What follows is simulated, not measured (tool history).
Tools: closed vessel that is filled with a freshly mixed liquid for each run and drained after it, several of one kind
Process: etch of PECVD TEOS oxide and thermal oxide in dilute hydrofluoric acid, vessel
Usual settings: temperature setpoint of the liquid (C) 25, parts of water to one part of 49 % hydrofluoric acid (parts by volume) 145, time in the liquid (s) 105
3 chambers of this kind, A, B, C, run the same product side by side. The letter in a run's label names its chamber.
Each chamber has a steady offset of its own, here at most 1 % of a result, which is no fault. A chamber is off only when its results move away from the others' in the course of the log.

run,hour,temperature setpoint of the liquid (C),parts of water to one part of 49 % hydrofluoric acid (parts by volume),time in the liquid (s),"read-back film thickness of the PECVD TEOS oxide reference wafer, read on the same gauge (nm)","read-back film thickness of the thermal oxide reference wafer, read on the same gauge (nm)",thickness taken off the PECVD TEOS oxide on a monitor wafer (Å),thickness taken off the thermal oxide on a monitor wafer (Å)
1A,5.8,25,145,105,109.95,49.993,62.582,34.309
2B,13.5,25,145,105,109.97,49.990,63.220,33.606
3C,20.0,25,145,105,109.97,49.996,62.207,34.390
4C,28.7,25,145,105,110.02,50.011,63.385,33.644
5B,33.1,25,145,105,110.00,49.995,64.156,34.229
# hour 35.8: chamber A: hydrofluoric acid flow meter replaced
6A,41.8,25,175,105,109.97,49.989,50.413,27.144
7A,51.2,25,175,105,110.02,50.009,50.154,27.342
8C,57.6,25,175,105,110.02,49.998,50.430,26.670
9B,64.8,25,145,105,110.03,50.028,63.627,33.468
10A,72.9,25,145,105,110.00,50.010,62.836,33.209
11B,79.8,25,115,45,109.99,49.996,35.852,18.895
12C,84.7,25,115,45,109.99,49.996,35.401,18.870
13C,90.7,25,115,45,110.02,50.008,36.084,19.070
14B,96.2,25,145,105,109.96,49.992,63.247,34.471
15A,103.0,25,145,105,109.96,50.015,62.593,33.777
16A,109.4,25,145,60,110.04,50.006,36.143,19.276
17C,114.6,25,145,60,110.02,50.011,35.496,19.631
18B,120.8,25,145,60,110.01,49.993,37.455,19.474
19A,130.5,25,145,105,109.97,50.010,62.353,34.014
20B,137.9,22,145,105,109.99,50.005,56.018,30.164
21C,142.5,22,145,105,110.04,49.994,57.245,30.420
22A,148.9,22,145,105,110.02,50.006,55.856,29.906
23B,153.9,25,145,105,110.01,50.002,63.538,33.589
24C,162.5,25,145,105,109.98,50.007,63.106,33.611
25A,170.8,25,145,135,109.98,50.009,80.219,43.529
26B,178.0,25,145,135,109.97,50.004,81.170,43.290
27C,187.5,25,145,135,109.99,50.004,82.503,44.076
28C,192.8,25,145,105,109.97,49.999,63.705,34.297
29A,201.6,25,200,145,109.95,50.003,59.429,31.996
30B,207.5,25,200,145,109.99,50.002,58.667,31.272

All 3 chambers run these settings next. Forecast each chamber's results:
31A,214.4,25,145,155,,,?,?
31B,214.4,25,145,155,,,?,?
31C,214.4,25,145,155,,,?,?

run,thickness taken off the PECVD TEOS oxide on a monitor wafer (Å),thickness taken off the thermal oxide on a monitor wafer (Å)
31A,93.404,50.450
31B,94.240,50.625
31C,92.820,49.988
